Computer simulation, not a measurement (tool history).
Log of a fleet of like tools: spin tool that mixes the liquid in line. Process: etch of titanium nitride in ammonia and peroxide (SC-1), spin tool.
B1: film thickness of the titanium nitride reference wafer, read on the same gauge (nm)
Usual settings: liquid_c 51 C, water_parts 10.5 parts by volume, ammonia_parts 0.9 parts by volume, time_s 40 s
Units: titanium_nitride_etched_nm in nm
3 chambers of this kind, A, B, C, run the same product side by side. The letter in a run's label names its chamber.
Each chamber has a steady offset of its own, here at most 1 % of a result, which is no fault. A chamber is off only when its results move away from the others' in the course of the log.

Run 1B, hour 4.1: usual settings; B1 130.02. Result: titanium_nitride_etched_nm 4.5768 nm.
Run 2C, hour 11.3: usual settings; B1 129.99. Result: titanium_nitride_etched_nm 4.6301 nm.
Run 3A, hour 17.6: usual settings; B1 130.02. Result: titanium_nitride_etched_nm 4.5666 nm.
Run 4C, hour 24.5: usual settings; B1 129.99. Result: titanium_nitride_etched_nm 4.6344 nm.
Run 5A, hour 29.4: usual settings; B1 129.99. Result: titanium_nitride_etched_nm 4.5540 nm.
Run 6B, hour 38.1: usual settings; B1 129.99. Result: titanium_nitride_etched_nm 4.5759 nm.
Run 7C, hour 42.0: usual settings; B1 129.99. Result: titanium_nitride_etched_nm 4.6564 nm.
Run 8B, hour 45.8: usual settings; B1 129.99. Result: titanium_nitride_etched_nm 4.5688 nm.
Run 9A, hour 54.3: usual settings; B1 130.01. Result: titanium_nitride_etched_nm 4.5765 nm.
Run 10B, hour 61.7: usual settings; B1 130.00. Result: titanium_nitride_etched_nm 4.6261 nm.
Run 11C, hour 68.9: usual settings; B1 129.98. Result: titanium_nitride_etched_nm 4.6460 nm.
Run 12A, hour 76.2: usual settings; B1 129.99. Result: titanium_nitride_etched_nm 4.5098 nm.
Run 13B, hour 83.6: usual settings; B1 130.00. Result: titanium_nitride_etched_nm 4.5716 nm.
Run 14A, hour 87.9: usual settings; B1 129.98. Result: titanium_nitride_etched_nm 4.5424 nm.
Run 15C, hour 93.1: usual settings; B1 129.99. Result: titanium_nitride_etched_nm 4.6546 nm.
Run 16B, hour 97.7: usual settings; B1 130.01. Result: titanium_nitride_etched_nm 4.6112 nm.
Run 17A, hour 103.1: usual settings; B1 130.01. Result: titanium_nitride_etched_nm 4.5089 nm.
Run 18C, hour 110.9: usual settings; B1 130.00. Result: titanium_nitride_etched_nm 4.5788 nm.
Run 19B, hour 117.6: usual settings; B1 129.98. Result: titanium_nitride_etched_nm 4.5550 nm.
Run 20C, hour 124.8: usual settings but liquid_c 56 C; B1 129.98. Result: titanium_nitride_etched_nm 6.5211 nm.
Run 21A, hour 132.7: usual settings but liquid_c 56 C; B1 130.01. Result: titanium_nitride_etched_nm 6.4205 nm.
Run 22C, hour 136.7: usual settings but liquid_c 56 C; B1 129.99. Result: titanium_nitride_etched_nm 6.4835 nm.
Run 23A, hour 140.5: usual settings but liquid_c 43 C, time_s 50 s; B1 130.00. Result: titanium_nitride_etched_nm 3.1562 nm.

All 3 chambers run these settings next. Forecast each chamber's results:
Run 24A, hour 146.7: usual settings but time_s 65 s. Result: titanium_nitride_etched_nm ?.
Run 24B, hour 146.7: usual settings but time_s 65 s. Result: titanium_nitride_etched_nm ?.
Run 24C, hour 146.7: usual settings but time_s 65 s. Result: titanium_nitride_etched_nm ?.

run  titanium_nitride_etched_nm
24A                      7.3848
24B                      7.5211
24C                      7.4572

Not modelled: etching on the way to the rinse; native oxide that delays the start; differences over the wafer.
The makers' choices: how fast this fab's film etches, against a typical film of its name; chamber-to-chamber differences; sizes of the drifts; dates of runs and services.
